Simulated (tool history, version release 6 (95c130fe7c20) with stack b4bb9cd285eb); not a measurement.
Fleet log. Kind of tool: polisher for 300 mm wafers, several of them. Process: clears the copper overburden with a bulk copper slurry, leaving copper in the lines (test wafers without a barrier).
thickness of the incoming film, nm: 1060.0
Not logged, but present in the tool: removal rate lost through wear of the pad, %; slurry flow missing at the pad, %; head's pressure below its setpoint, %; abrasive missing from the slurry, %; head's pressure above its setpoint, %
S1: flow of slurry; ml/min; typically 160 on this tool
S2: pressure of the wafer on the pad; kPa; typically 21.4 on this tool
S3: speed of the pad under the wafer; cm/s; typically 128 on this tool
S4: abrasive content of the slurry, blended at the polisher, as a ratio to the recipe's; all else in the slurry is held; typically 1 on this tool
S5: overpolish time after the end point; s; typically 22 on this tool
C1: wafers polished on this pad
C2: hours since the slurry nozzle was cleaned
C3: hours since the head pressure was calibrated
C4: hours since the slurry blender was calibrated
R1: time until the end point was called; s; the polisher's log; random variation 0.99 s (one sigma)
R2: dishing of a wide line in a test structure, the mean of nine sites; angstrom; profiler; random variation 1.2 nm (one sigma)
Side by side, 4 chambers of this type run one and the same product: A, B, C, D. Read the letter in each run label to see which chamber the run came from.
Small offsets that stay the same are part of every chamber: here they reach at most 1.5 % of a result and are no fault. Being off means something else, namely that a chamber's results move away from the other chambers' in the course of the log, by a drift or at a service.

run	hour	S1	S2	S3	S4	S5	C1	C2	C3	C4	R1	R2
1C	4.7	160	21.4	128	1	22	391	182.3	173.1	358.3	72.375	1160.2
2D	8.7	160	21.4	128	1	22	1089	16.8	223.4	420.1	71.475	1146.5
# hour 10.5: chamber D: worn pad replaced by a new one
3A	13.1	160	21.4	128	1	22	292	206.9	483	129.8	72.342	1151.3
# hour 16.6: chamber B: worn pad replaced by a new one
4B	16.8	160	21.4	128	1	22	2	78.9	427.5	53.7	70.205	1137.5
5B	21.5	160	21.4	128	1	22	45	83.6	432.2	58.4	70.609	1137.7
6C	26.2	160	26.9	128	1	22	591	203.8	194.6	379.8	57.388	1279.1
7A	28.6	160	26.9	128	1	22	437	222.4	498.5	145.3	56.456	1263
8D	31.3	160	26.9	128	1	22	194	39.4	246	442.7	57.527	1268.9
9B	35.4	160	26.9	128	1	22	175	97.5	446.1	72.3	56.103	1264.6
10A	38.9	160	21.4	128	1	22	533	232.7	508.8	155.6	72.962	1139.3
11D	41.2	160	24.8	128	1	22	286	49.3	255.9	452.6	60.307	1256.3
# hour 43.2: chamber D: slurry blender recalibrated
12C	45.3	160	24.8	128	1	22	769	222.9	213.7	398.9	61.415	1242
13C	48.3	160	24.8	128	1	22	797	225.9	216.7	401.9	60.925	1239.8
# hour 49.9: chamber A: worn pad replaced by a new one
14A	53.1	160	24.8	128	1	22	30	246.9	523	169.8	62.394	1221.8
15D	55.4	160	21.4	128	0.85	22	419	63.5	270.1	12.2	74.917	1139.6
16B	58.9	160	21.4	128	0.85	22	394	121	469.6	95.8	72.906	1150.8
17B	62.9	160	21.4	128	0.85	22	431	125	473.6	99.8	72.342	1141.2
18C	65.8	160	21.4	128	0.85	22	961	243.4	234.2	419.4	75.425	1147
19A	69.1	160	21.4	128	1	22	179	262.9	539	185.8	71.156	1129.7
20D	73.6	160	21.4	128	1	22	588	81.7	288.3	30.4	72.502	1165.6
21C	78.2	160	21.4	128	1	22	1076	255.8	246.6	431.8	71.935	1152.6
# hour 81.6: chamber C: worn pad replaced by a new one
22B	81.6	160	21.4	128	1	22	606	143.7	492.3	118.5	71.736	1148.6
23A	84	160	21.4	128	1	22	318	277.8	553.9	200.7	71.688	1114
24D	86.6	160	21.4	128	1	22	710	94.7	301.3	43.4	71.173	1172.8
25D	90.3	160	26.9	128	1.1	22	744	98.4	305	47.1	56.252	1287.9
26A	93.8	160	26.9	128	1.1	22	410	287.6	563.7	210.5	55.509	1251.3
27C	97.7	160	26.9	128	1.1	22	150	275.3	266.1	451.3	56.112	1310.4
# hour 97.8: chamber B: worn pad replaced by a new one
28B	100.1	160	26.9	128	1.1	22	21	162.2	510.8	137	55.417	1290.7
29C	103.2	160	21.4	128	1	22	202	280.8	271.6	456.8	73.534	1150
30B	106.9	160	21.4	128	1	22	84	169	517.6	143.8	71.741	1145.1
31D	111.7	160	21.4	128	1	22	944	119.8	326.4	68.5	71.333	1147.9
# hour 113.9: chamber D: worn pad replaced by a new one
32A	115	160	21.4	128	1	22	607	308.8	584.9	231.7	73.583	1136.5
33D	119.9	160	21.4	128	1	22	56	128	334.6	76.7	72.505	1145
34B	122.9	160	21.4	128	1	22	234	185	533.6	159.8	69.211	1142.4
# hour 125.5: chamber A: head pressure recalibrated
35C	125.8	160	21.4	128	1	22	412	303.4	294.2	479.4	70.557	1144.9
36A	129.6	160	21.4	128	1	22	743	323.4	4.2	246.3	69.536	1137.3
# hour 129.9: chamber A: worn pad replaced by a new one
37A	133.3	160	21.4	128	1	22	31	327.1	7.9	250	71.418	1120.3
# hour 136.8: chamber C: slurry nozzle cleaned
38B	137.3	160	21.4	128	0.8	22	368	199.4	548	174.2	76.252	1122.5
39D	140.4	160	21.4	128	0.8	22	247	148.5	355.1	97.2	74.612	1151.9
40C	143.9	160	21.4	128	0.8	22	581	7.1	312.3	497.5	75.273	1116.8
41C	146.8	160	21.4	128	0.8	22	608	10	315.2	500.4	74.619	1137.9

The same settings go to every chamber for the next run, one line per chamber below. Forecast the results for each:
42A	150.4	160	21.4	128	1	22					?	?
42B	150.4	160	21.4	128	1	22					?	?
42C	150.4	160	21.4	128	1	22					?	?
42D	150.4	160	21.4	128	1	22					?	?

run	R1	R2
42A	70.705	1123.2
42B	72.262	1142.5
42C	72.046	1139.3
42D	70.557	1152.3
